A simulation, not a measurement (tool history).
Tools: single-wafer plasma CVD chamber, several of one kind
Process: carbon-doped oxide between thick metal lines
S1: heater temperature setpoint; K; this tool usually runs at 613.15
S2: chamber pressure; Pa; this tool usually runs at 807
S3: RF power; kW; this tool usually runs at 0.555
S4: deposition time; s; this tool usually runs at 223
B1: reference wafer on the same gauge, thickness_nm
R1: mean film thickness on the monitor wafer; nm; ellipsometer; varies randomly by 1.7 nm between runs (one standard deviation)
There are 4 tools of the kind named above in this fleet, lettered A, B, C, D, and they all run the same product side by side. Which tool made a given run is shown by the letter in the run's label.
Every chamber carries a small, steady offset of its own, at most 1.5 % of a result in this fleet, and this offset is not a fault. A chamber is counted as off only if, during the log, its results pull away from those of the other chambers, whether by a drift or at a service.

run,hour,S1,S2,S3,S4,B1,R1
1B,2.9,613.15,807,0.555,223,1300.1,1259.3
2C,5.7,613.15,807,0.555,223,1300.1,1262.3
3A,8.9,613.15,807,0.555,223,1300.1,1253.9
4D,12.9,613.15,807,0.555,223,1300.5,1282.4
# hour 16.4: chamber B: RF generator calibrated
5A,16.8,613.15,807,0.555,223,1300.8,1250.1
6D,19.4,613.15,807,0.555,223,1301.3,1279.4
# hour 22.6: chamber C: thermocouple changed; heater temperature recalibrated
7C,24.6,613.15,807,0.555,223,1301.1,1264.4
8B,29.3,613.15,807,0.555,223,1301.8,1263.1
9C,32.1,613.15,807,0.555,223,1301.6,1267.7
10A,37.0,613.15,807,0.555,223,1301.6,1249.0
11D,39.8,613.15,807,0.555,223,1301.9,1281.2
12B,43.2,613.15,807,0.555,223,1302.3,1262.5
13A,47.7,613.15,807,0.555,223,1302.3,1249.7
14D,51.0,613.15,684,0.555,238,1302.3,1337.8
15B,56.5,613.15,684,0.555,238,1302.7,1319.7
16C,59.9,613.15,684,0.555,238,1303.1,1320.2
17A,63.9,613.15,684,0.555,238,1303.0,1309.0
18C,67.6,613.15,807,0.555,223,1303.1,1272.4
19D,72.3,613.15,807,0.555,223,1303.3,1282.1
20B,75.1,613.15,807,0.555,223,1303.4,1268.7
21A,77.6,613.15,807,0.555,223,1303.5,1253.0
22D,81.3,613.15,807,0.555,223,1303.8,1286.3
23B,85.3,613.15,807,0.555,223,1304.3,1265.2
24C,88.7,613.15,807,0.555,223,1303.9,1269.7
25D,91.1,613.15,807,0.555,223,1304.0,1280.7
26B,95.2,613.15,807,0.615,223,1304.2,1346.3
27A,98.3,613.15,807,0.615,223,1305.0,1334.4
28C,103.3,613.15,807,0.615,223,1304.8,1351.1
29A,106.5,613.15,807,0.615,223,1304.6,1331.9
30C,111.6,613.15,807,0.555,223,1305.3,1271.2
31D,116.9,613.15,633,0.555,188,1305.3,1046.7
32B,122.0,613.15,633,0.555,188,1305.6,1030.8
33A,125.7,613.15,633,0.555,188,1305.8,1024.3
34C,130.2,613.15,633,0.555,188,1305.5,1035.3
35D,134.8,613.15,807,0.555,223,1306.5,1284.6
36B,138.2,613.15,807,0.555,223,1306.6,1269.0
37A,142.0,613.15,807,0.555,223,1306.8,1254.6
38D,146.1,613.15,807,0.555,223,1306.6,1284.2

Which is it: a chamber that has drifted or been left off by a service, a gauge drift common to all chambers, or only each chamber's usual small offset? If a chamber is off, name it and its likeliest cause.

The gauge drifts, so all chambers seem to drift together. No chamber is off.
Likeliest cause: gauge reads high (%) = 0.539.
